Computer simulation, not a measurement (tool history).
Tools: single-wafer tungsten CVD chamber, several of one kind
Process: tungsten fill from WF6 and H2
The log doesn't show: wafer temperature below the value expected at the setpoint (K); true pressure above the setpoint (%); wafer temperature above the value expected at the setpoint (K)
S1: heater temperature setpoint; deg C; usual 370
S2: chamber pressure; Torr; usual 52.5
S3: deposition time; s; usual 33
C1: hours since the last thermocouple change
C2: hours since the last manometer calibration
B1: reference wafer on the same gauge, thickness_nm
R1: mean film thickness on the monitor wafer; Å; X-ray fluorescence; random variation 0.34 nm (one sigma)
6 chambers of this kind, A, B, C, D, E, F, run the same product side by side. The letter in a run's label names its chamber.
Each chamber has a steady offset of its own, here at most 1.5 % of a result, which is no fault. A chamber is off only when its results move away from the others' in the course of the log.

run   hour   S1    S2    S3      C1      C2      B1      R1
 1B    9.6  370  52.5    33  1194.2  1833.3  69.872  683.36
      15.2  -- chamber C: thermocouple changed; heater temperature recalibrated
 2F   19.3  370  52.5    33   512.2   672.5  69.767  694.45
 3A     26  370  52.5    33   749.7   895.8  69.787  692.56
 4C   33.1  370  52.5    33      18  1250.4  69.786  680.04
 5E   45.2  370  52.5    33     766   110.2  69.809  685.62
 6D   56.5  370  52.5    33   825.7   744.1  69.819  678.07
 7C   69.1  370  52.5    33      54  1286.4  69.936   686.7
 8E   80.2  370  52.5    33     801   145.2  69.832  690.13
 9A   87.2  370  52.5    33   810.9     957  69.875  691.77
10D   96.8  370  52.5    33     866   784.4  69.723  680.07
11B  109.4  370  52.5    33    1294  1933.1  69.829  688.71
12F  117.1  370  40.5  30.4     610   770.3  69.772   559.1
13E  129.4  370  40.5  30.4   850.2   194.4  69.778  566.17
14A  139.5  370  40.5  30.4   863.2  1009.3  69.732  568.46
     146.5  -- chamber B: capacitance manometer re-zeroed and calibrated
15B    153  370  40.5  30.4  1337.6     6.6  69.829  560.17
16F  162.7  370  40.5  30.4   655.6   815.9  69.771  565.58
17C  173.2  370  40.5  30.4   158.1  1390.5  69.814  558.89
     183.4  -- chamber E: thermocouple changed; heater temperature recalibrated
18D  186.6  370  52.5    33   955.8   874.2  69.748  677.83
19D  197.9  370  52.5    33   967.1   885.5  69.772  675.58
20C  209.2  370  52.5    33   194.1  1426.5  69.828  679.65
21B    220  370  52.5    33  1404.6    73.6  69.827  688.75
22A    232  370  52.5    33   955.7  1101.8  69.814  685.19
23F  242.9  370  52.5    33   735.8   896.1  69.863  692.84
24E  249.2  370  52.5    33    65.9   314.2  69.791   665.2
25E  257.7  370  52.5    33    74.4   322.7  69.808  662.95
26F  271.3  370  52.5    33   764.2   924.5  69.797  697.55
27D  282.6  370  52.5    33  1051.8   970.2  69.821  679.55
28C  290.9  370  52.5    33   275.8  1508.2  69.789   680.3
29A  298.3  370  52.5    33    1022  1168.1  69.809   691.2
30B  311.9  370  52.5    33  1496.5   165.5  69.817  684.91
31F  318.2  370  52.5    33   811.1   971.4  69.809  694.24
32D    330  370  52.5    33  1099.2  1017.6  69.811  677.11
33A  342.7  370  52.5    33  1066.4  1212.5    69.8  683.39
34E  351.3  361  52.5  37.6     168   416.3  69.715  621.38
35C  364.5  361  52.5  37.6   349.4  1581.8  69.741  646.34
36B  372.2  361  52.5  37.6  1556.8   225.8  69.786  647.08
37C  380.1  361  52.5  37.6     365  1597.4  69.735  642.59
38A  389.2  361  52.5  37.6  1112.9    1259  69.735  648.22
39D  399.3  361  52.5  37.6  1168.5  1086.9   69.84  635.64

All 6 chambers run these settings next. Forecast each chamber's results:
40A  409.4  370  52.5  33               ?
40B  409.4  370  52.5  33               ?
40C  409.4  370  52.5  33               ?
40D  409.4  370  52.5  33               ?
40E  409.4  370  52.5  33               ?
40F  409.4  370  52.5  33               ?

run      R1
40A  691.27
40B  684.53
40C  687.38
40D   678.7
40E  662.98
40F  695.05
